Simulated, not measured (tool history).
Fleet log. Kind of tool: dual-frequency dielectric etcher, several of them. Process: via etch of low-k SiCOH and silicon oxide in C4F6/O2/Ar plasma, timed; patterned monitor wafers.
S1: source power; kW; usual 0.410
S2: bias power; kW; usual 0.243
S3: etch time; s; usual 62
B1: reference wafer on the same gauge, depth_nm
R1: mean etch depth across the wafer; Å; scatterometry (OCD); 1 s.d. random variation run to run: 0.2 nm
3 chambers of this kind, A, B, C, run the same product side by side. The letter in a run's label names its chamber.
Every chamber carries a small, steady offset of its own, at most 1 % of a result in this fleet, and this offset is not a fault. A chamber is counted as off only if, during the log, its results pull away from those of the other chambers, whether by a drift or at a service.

run 1C hour=7.2 | S1=0.410 S2=0.243 S3=62 | B1=153.01 | R1=1795.4
run 2A hour=12.8 | S1=0.410 S2=0.243 S3=62 | B1=153.06 | R1=1789.7
run 3B hour=20.4 | S1=0.410 S2=0.243 S3=62 | B1=153.04 | R1=1793.4
run 4C hour=30.0 | S1=0.410 S2=0.243 S3=62 | B1=153.10 | R1=1799.5
run 5B hour=39.2 | S1=0.410 S2=0.243 S3=62 | B1=153.09 | R1=1792.4
run 6A hour=44.7 | S1=0.410 S2=0.243 S3=62 | B1=153.13 | R1=1792.2
run 7A hour=55.0 | S1=0.410 S2=0.243 S3=62 | B1=153.19 | R1=1791.1
run 8C hour=64.9 | S1=0.410 S2=0.243 S3=62 | B1=153.25 | R1=1800.5
run 9B hour=71.6 | S1=0.360 S2=0.243 S3=45 | B1=153.21 | R1=1240.1
run 10C hour=83.1 | S1=0.360 S2=0.243 S3=45 | B1=153.35 | R1=1241.2
run 11B hour=88.9 | S1=0.360 S2=0.243 S3=45 | B1=153.33 | R1=1240.1
run 12A hour=99.8 | S1=0.410 S2=0.243 S3=62 | B1=153.40 | R1=1791.5
run 13C hour=105.4 | S1=0.410 S2=0.243 S3=62 | B1=153.42 | R1=1800.3
run 14A hour=114.5 | S1=0.410 S2=0.243 S3=62 | B1=153.37 | R1=1794.6
run 15B hour=121.9 | S1=0.410 S2=0.243 S3=62 | B1=153.45 | R1=1793.6
run 16A hour=132.3 | S1=0.320 S2=0.243 S3=62 | B1=153.51 | R1=1635.8
run 17B hour=137.5 | S1=0.320 S2=0.243 S3=62 | B1=153.51 | R1=1637.8
run 18C hour=147.9 | S1=0.320 S2=0.243 S3=62 | B1=153.54 | R1=1641.9
run 19A hour=154.3 | S1=0.410 S2=0.243 S3=62 | B1=153.53 | R1=1796.7
run 20C hour=165.3 | S1=0.410 S2=0.243 S3=62 | B1=153.59 | R1=1804.8
run 21B hour=172.3 | S1=0.410 S2=0.243 S3=62 | B1=153.63 | R1=1803.1
run 22B hour=179.9 | S1=0.410 S2=0.243 S3=62 | B1=153.67 | R1=1802.5

Has any chamber moved away from the others, gradually or after a service, or does the common gauge drift, or do the chambers differ only by their own small steady offsets? State the chamber and the most likely cause if one applies.

Every chamber seems to shift together because the gauge that measures them all drifts; the chambers themselves are fine.
Most likely cause: gauge reads high (%) = 0.457.
